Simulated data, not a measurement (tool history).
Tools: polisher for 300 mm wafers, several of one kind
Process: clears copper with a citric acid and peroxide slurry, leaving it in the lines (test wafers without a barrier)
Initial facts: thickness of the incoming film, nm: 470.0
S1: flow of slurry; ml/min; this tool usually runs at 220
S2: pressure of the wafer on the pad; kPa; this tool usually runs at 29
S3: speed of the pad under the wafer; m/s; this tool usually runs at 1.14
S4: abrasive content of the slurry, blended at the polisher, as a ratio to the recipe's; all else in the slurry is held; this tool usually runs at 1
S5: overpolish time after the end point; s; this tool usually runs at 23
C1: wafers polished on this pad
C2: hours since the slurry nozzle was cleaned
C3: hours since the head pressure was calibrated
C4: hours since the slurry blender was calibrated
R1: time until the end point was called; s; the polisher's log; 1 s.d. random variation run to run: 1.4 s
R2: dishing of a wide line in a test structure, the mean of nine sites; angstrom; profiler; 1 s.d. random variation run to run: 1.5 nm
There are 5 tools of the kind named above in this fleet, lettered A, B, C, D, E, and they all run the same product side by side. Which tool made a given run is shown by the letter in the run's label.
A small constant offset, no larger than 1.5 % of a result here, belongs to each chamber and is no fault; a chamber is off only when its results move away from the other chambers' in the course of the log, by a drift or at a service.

run	hour	S1	S2	S3	S4	S5	C1	C2	C3	C4	R1	R2
1E	7.6	220	29	1.14	1	23	513	328.1	565.7	171.9	111.21	629.65
# hour 9: chamber D: head pressure recalibrated
2C	13	220	29	1.14	1	23	930	145.3	1274.1	124.2	108.63	657.29
3A	19.4	220	29	1.14	1	23	320	494.9	729.5	132.4	108.79	649.05
# hour 27.6: chamber C: head pressure recalibrated
4D	28.6	220	29	1.14	1	23	1031	368	19.6	108.9	108.79	667.58
# hour 29.6: chamber E: worn pad replaced by a new one
5B	36.8	220	29	1.14	1	23	263	331.1	328.4	255.4	113	637.53
# hour 39.2: chamber C: worn pad replaced by a new one
6B	41.6	220	29	1.14	1	23	296	335.9	333.2	260.2	109.89	676.44
# hour 42.7: chamber B: slurry nozzle cleaned
7E	47.3	220	29	1.14	1	23	119	367.8	605.4	211.6	109.39	661.14
8D	55.7	220	29	1.14	1	23	1214	395.1	46.7	136	109.39	654.7
# hour 56: chamber D: worn pad replaced by a new one
9C	65.4	220	20	1.14	1	23	176	197.7	37.9	176.6	157.57	461.56
10A	72.8	220	20	1.14	1	23	680	548.3	782.9	185.8	160.01	466.43
11B	77.5	220	20	1.14	1	23	538	34.8	369.1	296.1	161.58	468.58
# hour 85.3: chamber A: worn pad replaced by a new one
12D	87.4	220	20	1.14	1	23	212	426.8	78.4	167.7	153.26	475.24
13C	93.5	220	20	1.14	1	23	366	225.8	66	204.7	161	465.38
14E	102.2	220	29	1.14	1	23	489	422.7	660.3	266.5	110.23	645.71
# hour 103.6: chamber E: slurry blender recalibrated
15A	109	220	29	1.14	1	23	160	584.5	819.1	222	112.2	643.74
16E	116.6	220	29	1.14	1	23	586	437.1	674.7	13	110.88	642.95
17B	122.2	220	29	1.14	1	23	839	79.5	413.8	340.8	109.25	644.15
18D	128.3	220	29	1.14	1	23	487	467.7	119.3	208.6	109.08	661.81
# hour 130.5: chamber E: worn pad replaced by a new one
# hour 132.6: chamber C: slurry blender recalibrated
19A	137.3	220	29	1.14	1	23	351	612.8	847.4	250.3	108.78	625.38
20C	143.4	220	29	1.14	1	23	702	275.7	115.9	10.9	109.75	643.68
# hour 146.7: chamber B: worn pad replaced by a new one
21D	150.6	220	29	1.14	1	23	638	490	141.6	230.9	109.22	657.94
# hour 150.8: chamber B: slurry blender recalibrated
22E	157.1	220	29	1.14	1	23	179	477.6	715.2	53.5	108.73	671.3
23A	163.4	220	29	1.14	1.25	23	527	638.9	873.5	276.4	104.13	668.75
24C	169.1	220	29	1.14	1.25	23	875	301.4	141.6	36.6	103.2	700.79
25B	176.2	220	29	1.14	1.25	23	199	133.5	467.8	25.4	106.78	667.71
26B	181.4	220	29	1.14	1.25	23	234	138.7	473	30.6	103.89	687.14
# hour 181.9: chamber A: worn pad replaced by a new one
# hour 185.2: chamber C: worn pad replaced by a new one
27C	187	220	29	1.14	1.25	23	12	319.3	159.5	54.5	105.21	652.46
# hour 193.5: chamber A: slurry nozzle cleaned
28E	196.4	220	29	1.14	1	23	444	516.9	754.5	92.8	108.58	642.66
29D	203.8	220	29	1.14	1	23	996	543.2	194.8	284.1	108.3	625.4
30A	208.4	220	29	1.14	1	23	178	15	918.5	321.4	111.69	665.58
31A	218.4	220	29	1.14	1	23	246	25	928.5	331.4	109.15	640.52
# hour 225.1: chamber E: worn pad replaced by a new one
32C	227.5	220	29	1.14	1	23	285	359.8	200	95	110.59	624.39
33E	236	220	29	1.14	1	23	73	556.5	794.1	132.4	108.77	642.81

Which is it: a chamber that has drifted or been left off by a service, a gauge drift common to all chambers, or only each chamber's usual small offset? If a chamber is off, name it and its likeliest cause.

Nothing is wrong: each chamber keeps only its own small, steady offset and the gauge holds still.
